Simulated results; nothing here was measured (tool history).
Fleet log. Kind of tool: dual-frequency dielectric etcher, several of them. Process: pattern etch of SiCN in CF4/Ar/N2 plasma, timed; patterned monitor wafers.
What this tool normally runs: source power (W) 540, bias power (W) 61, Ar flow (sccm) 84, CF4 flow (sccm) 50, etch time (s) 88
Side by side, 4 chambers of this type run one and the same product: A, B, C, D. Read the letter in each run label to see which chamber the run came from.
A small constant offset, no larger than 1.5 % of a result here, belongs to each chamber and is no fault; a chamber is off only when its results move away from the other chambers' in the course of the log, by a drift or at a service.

run,day,source power (W),bias power (W),Ar flow (sccm),CF4 flow (sccm),etch time (s),"read-back reference wafer on the same gauge, depth_nm",mean etch depth across the wafer (angstrom)
1A,0.179,540,61,84,50,88,98.105,818.53
2D,0.358,540,61,84,50,88,97.976,813.47
3C,0.6,540,61,84,50,88,97.928,824.17
4B,0.75,540,61,84,50,88,98.069,827.3
5B,0.883,540,61,84,50,63,98.104,593.24
6D,1.012,540,61,84,50,63,98.208,586.08
7A,1.217,540,61,84,50,63,97.98,583.46
8C,1.396,540,61,84,50,63,98.066,583.56
# day 1.417: chamber D: bias power generator calibrated
9C,1.6,540,61,84,50,88,97.903,823.83
10A,1.817,540,61,97,50,114,98.1,1044.8
11D,1.958,540,61,97,50,114,97.839,1038.5
12B,2.096,540,61,97,50,114,98.098,1055.4
13A,2.217,540,61,97,50,114,98.005,1042.1
14D,2.383,540,61,84,50,88,98.015,807.11
15B,2.621,540,61,84,50,88,97.84,841.68
16C,2.854,540,61,84,50,88,97.961,820.39
17C,3.104,650,61,84,50,88,98.065,977.31
18D,3.238,650,61,84,50,88,98.04,962.82
19B,3.5,650,61,84,50,88,98.059,1004.7
20A,3.667,650,61,84,50,88,97.953,966.28
21D,3.8,540,61,84,50,88,98.052,817.5
22B,3.917,540,61,84,50,88,98.074,850.25
23A,4.167,540,61,84,50,88,97.914,816.16
24C,4.3,540,61,84,50,88,98.061,825.72
25D,4.5,640,61,84,58,88,97.937,969.05
26B,4.662,640,61,84,58,88,98.032,1021.6
27C,4.858,640,61,84,58,88,97.962,982.45
28A,4.988,640,61,84,58,88,97.908,971.29

Next, all 4 chambers run the settings below, one line each with question marks for the results. What does each chamber give?
29A,5.179,540,61,84,50,88,,?
29B,5.179,540,61,84,50,88,,?
29C,5.179,540,61,84,50,88,,?
29D,5.179,540,61,84,50,88,,?

run,mean etch depth across the wafer (angstrom)
29A,818.14
29B,861.07
29C,823.03
29D,811.69
